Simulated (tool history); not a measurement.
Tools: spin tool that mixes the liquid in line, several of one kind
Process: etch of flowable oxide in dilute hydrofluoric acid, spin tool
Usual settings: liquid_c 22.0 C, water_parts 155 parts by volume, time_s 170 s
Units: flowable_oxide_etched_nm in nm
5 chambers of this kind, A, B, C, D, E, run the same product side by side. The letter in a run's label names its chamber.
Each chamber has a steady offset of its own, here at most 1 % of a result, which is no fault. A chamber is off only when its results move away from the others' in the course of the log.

| run | hour | liquid_c | water_parts | time_s | read-back film thickness of the flowable oxide reference wafer, read on the same gauge (nm) | flowable_oxide_etched_nm |
|---|---|---|---|---|---|---|
| 1A | 4.1 | 22.0 | 155 | 170 | 50.018 | 39.410 |
| 2B | 8.2 | 22.0 | 155 | 170 | 50.001 | 38.226 |
| 3D | 13.0 | 22.0 | 155 | 170 | 50.008 | 39.031 |
| 4E | 15.4 | 22.0 | 155 | 170 | 50.005 | 38.422 |
| 5C | 19.5 | 22.0 | 155 | 170 | 49.991 | 38.572 |
| 6B | 23.6 | 22.0 | 155 | 170 | 50.003 | 38.205 |
| 7A | 27.8 | 22.0 | 155 | 170 | 49.997 | 38.441 |
| 8C | 31.2 | 22.0 | 155 | 170 | 49.980 | 37.736 |
| 9D | 33.6 | 22.0 | 155 | 170 | 49.982 | 38.068 |
| 10E | 37.0 | 22.0 | 155 | 170 | 50.013 | 39.481 |
| 11C | 40.3 | 22.0 | 155 | 170 | 49.987 | 37.515 |
| 12B | 45.5 | 22.0 | 155 | 170 | 49.999 | 38.201 |
| 13A | 50.6 | 22.0 | 155 | 170 | 50.008 | 39.398 |
| 14D | 52.9 | 22.0 | 155 | 170 | 49.995 | 38.389 |
| 15E | 57.2 | 17.0 | 130 | 170 | 49.989 | 38.831 |
| 16C | 59.6 | 17.0 | 130 | 170 | 50.001 | 38.873 |
| 17D | 62.5 | 17.0 | 130 | 170 | 49.990 | 39.499 |
| 18E | 66.0 | 17.0 | 130 | 170 | 49.989 | 38.694 |
|  | 66.5 | chamber E: hydrofluoric acid flow meter replaced |
| 19A | 70.8 | 17.0 | 130 | 170 | 49.992 | 39.471 |
| 20B | 73.7 | 22.0 | 155 | 170 | 49.987 | 38.495 |
| 21A | 76.9 | 22.0 | 155 | 170 | 49.999 | 38.702 |
| 22D | 81.4 | 22.0 | 155 | 170 | 49.996 | 39.709 |
| 23B | 85.3 | 22.0 | 155 | 170 | 49.994 | 39.252 |
| 24C | 88.4 | 22.0 | 155 | 170 | 49.976 | 38.589 |
| 25E | 90.7 | 22.0 | 155 | 170 | 50.000 | 38.446 |
| 26C | 94.7 | 22.0 | 155 | 170 | 50.009 | 38.416 |
| 27A | 99.9 | 24.5 | 190 | 170 | 50.005 | 33.884 |
| 28D | 104.5 | 24.5 | 190 | 170 | 49.978 | 35.981 |
| 29E | 107.8 | 24.5 | 190 | 170 | 49.977 | 33.495 |
| 30B | 110.1 | 24.5 | 190 | 170 | 50.005 | 33.858 |
| 31C | 114.1 | 24.5 | 190 | 170 | 50.005 | 32.552 |
| 32D | 116.6 | 22.0 | 155 | 170 | 49.988 | 42.217 |
| 33E | 120.5 | 22.0 | 155 | 170 | 49.987 | 39.259 |
| 34B | 125.7 | 22.0 | 155 | 170 | 50.040 | 38.589 |
| 35A | 129.5 | 22.0 | 155 | 170 | 49.985 | 39.061 |
| 36A | 134.2 | 22.0 | 155 | 170 | 50.005 | 39.734 |
| 37B | 139.4 | 22.0 | 155 | 170 | 50.000 | 38.856 |
| 38D | 144.4 | 22.0 | 155 | 170 | 50.014 | 42.660 |

What goes on in this fleet: one chamber off, a drifting gauge, or nothing beyond the chambers' own small offsets? Name the chamber and the cause, if any.

Chamber D drifts away from the others.
Cause: hydrofluoric acid flow above the setpoint (%) = 10.4.
The log may not tell that from: liquid hotter than its thermometer reads (K).

Here are 4 candidates for chamber D's next run, each the usual settings with a change, their results left as question marks. Which one brings its results back in line with what the others give on the usual settings?
In line means no further than this from the other chambers' mean on the usual settings: flowable_oxide_etched_nm 1.300 nm
| 39D-1 | 148.1 | 22.0 | 140 | 170 |  | ? |
| 39D-2 | 148.1 | 22.0 | 150 | 170 |  | ? |
| 39D-3 | 148.1 | 22.0 | 155 | 165 |  | ? |
| 39D-4 | 148.1 | 21.5 | 155 | 155 |  | ? |

The other chambers' mean on the usual settings: flowable_oxide_etched_nm 38.741 nm
| run | flowable_oxide_etched_nm |
|---|---|
| 39D-1 | 48.725 |
| 39D-2 | 44.979 |
| 39D-3 | 42.018 |
| 39D-4 | 38.702 |
39D-4 brings the chamber back in line.

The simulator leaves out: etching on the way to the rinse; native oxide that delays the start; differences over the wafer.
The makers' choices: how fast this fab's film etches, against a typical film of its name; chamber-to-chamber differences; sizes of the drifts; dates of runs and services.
